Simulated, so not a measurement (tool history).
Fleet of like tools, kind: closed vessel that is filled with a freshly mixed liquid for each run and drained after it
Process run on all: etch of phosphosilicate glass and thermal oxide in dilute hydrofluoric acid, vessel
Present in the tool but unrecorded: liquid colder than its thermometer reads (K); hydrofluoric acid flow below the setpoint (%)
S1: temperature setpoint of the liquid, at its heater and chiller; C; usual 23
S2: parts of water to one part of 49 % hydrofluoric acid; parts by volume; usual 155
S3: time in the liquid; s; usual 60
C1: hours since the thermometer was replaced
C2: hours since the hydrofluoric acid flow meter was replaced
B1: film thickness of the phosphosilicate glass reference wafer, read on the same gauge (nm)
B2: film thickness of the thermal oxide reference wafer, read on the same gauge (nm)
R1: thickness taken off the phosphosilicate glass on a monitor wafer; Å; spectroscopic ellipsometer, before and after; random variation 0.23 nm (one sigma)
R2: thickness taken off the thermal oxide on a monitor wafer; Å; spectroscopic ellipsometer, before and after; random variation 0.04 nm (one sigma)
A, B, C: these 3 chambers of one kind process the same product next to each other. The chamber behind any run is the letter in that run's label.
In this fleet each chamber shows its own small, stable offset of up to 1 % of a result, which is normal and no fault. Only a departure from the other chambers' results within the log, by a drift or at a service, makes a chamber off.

run   hour  S1   S2  S3      C1     C2      B1      B2      R1      R2
 1C    9.3  23  155  60   939.1  806.3  120.04  30.018  365.75  14.873
 2B   18.6  23  155  60   518.1  146.6  119.97  29.977  366.32  15.768
 3A   29.4  23  155  60  1537.4  415.4  119.98      30  362.96  15.508
 4B   38.3  23  155  60   537.8  166.3  120.03  29.975  365.94  15.468
 5A   51.8  23  155  60  1559.8  437.8  119.98  29.959  361.69  15.698
 6C     60  23  155  60   989.8    857  120.01   29.98   366.2  15.494
 7C   70.1  23  155  60   999.9  867.1  119.98  29.995  367.57  15.442
 8B   80.7  23  155  60   580.2  208.7  120.06  29.977  370.05  15.292
 9A   90.2  23  155  60  1598.2  476.2  119.96  30.023  360.45  14.807
10B   98.7  23  155  60   598.2  226.7  119.99  29.985  369.32  15.891
11C  112.6  23  155  60  1042.4  909.6  119.99  29.978  365.25  15.602
12A  125.1  23  155  60  1633.1  511.1  119.98  29.974  363.91   15.37
     129.6  -- chamber C: hydrofluoric acid flow meter replaced
13B  136.1  23  155  60   635.6  264.1  120.01  30.013  368.22   15.46
14C    150  23  155  60  1079.8   20.4  120.04  29.963  365.58  15.352
15A  158.6  23  155  60  1666.6  544.6  120.02  29.995  366.17  15.843
16A  168.8  23  155  60  1676.8  554.8  119.99   30.03  365.08  14.959
17C  181.7  23  155  60  1111.5   52.1  120.02  29.966  369.36  15.541
18B  189.3  23  155  60   688.8  317.3     120  29.971  369.26  15.636
19A  200.4  23  155  60  1708.4  586.4  119.98  30.011  363.81   15.62
20C  210.7  23  105  45  1140.5   81.1  120.03  29.959  427.84  17.425
       217  -- chamber A: thermometer replaced
21B  223.3  23  105  45   722.8  351.3  119.96  29.982  429.36  18.834
22C  232.6  23  105  45  1162.4    103  120.03  29.989  427.57  18.402
23A  241.5  23  155  60    24.6  627.5  119.98  29.984  364.34  15.913
24B  248.5  23  155  60     748  376.5  119.99  29.991  368.75  15.394
25A    258  23  155  60    41.1    644  119.95  29.985  364.82  15.383
26B  266.6  23  155  60   766.1  394.6  120.04  29.994   365.7  15.673
27C  275.8  23  155  60  1205.6  146.2  119.96  30.007  370.62  15.575

Predict what each chamber gives when all 3 of them run the settings below next.
28A  285.8  23  155  60                   ?   ?
28B  285.8  23  155  60                   ?   ?
28C  285.8  23  155  60                   ?   ?

run      R1      R2
28A  363.92  15.113
28B  367.61  15.617
28C  372.57  14.883
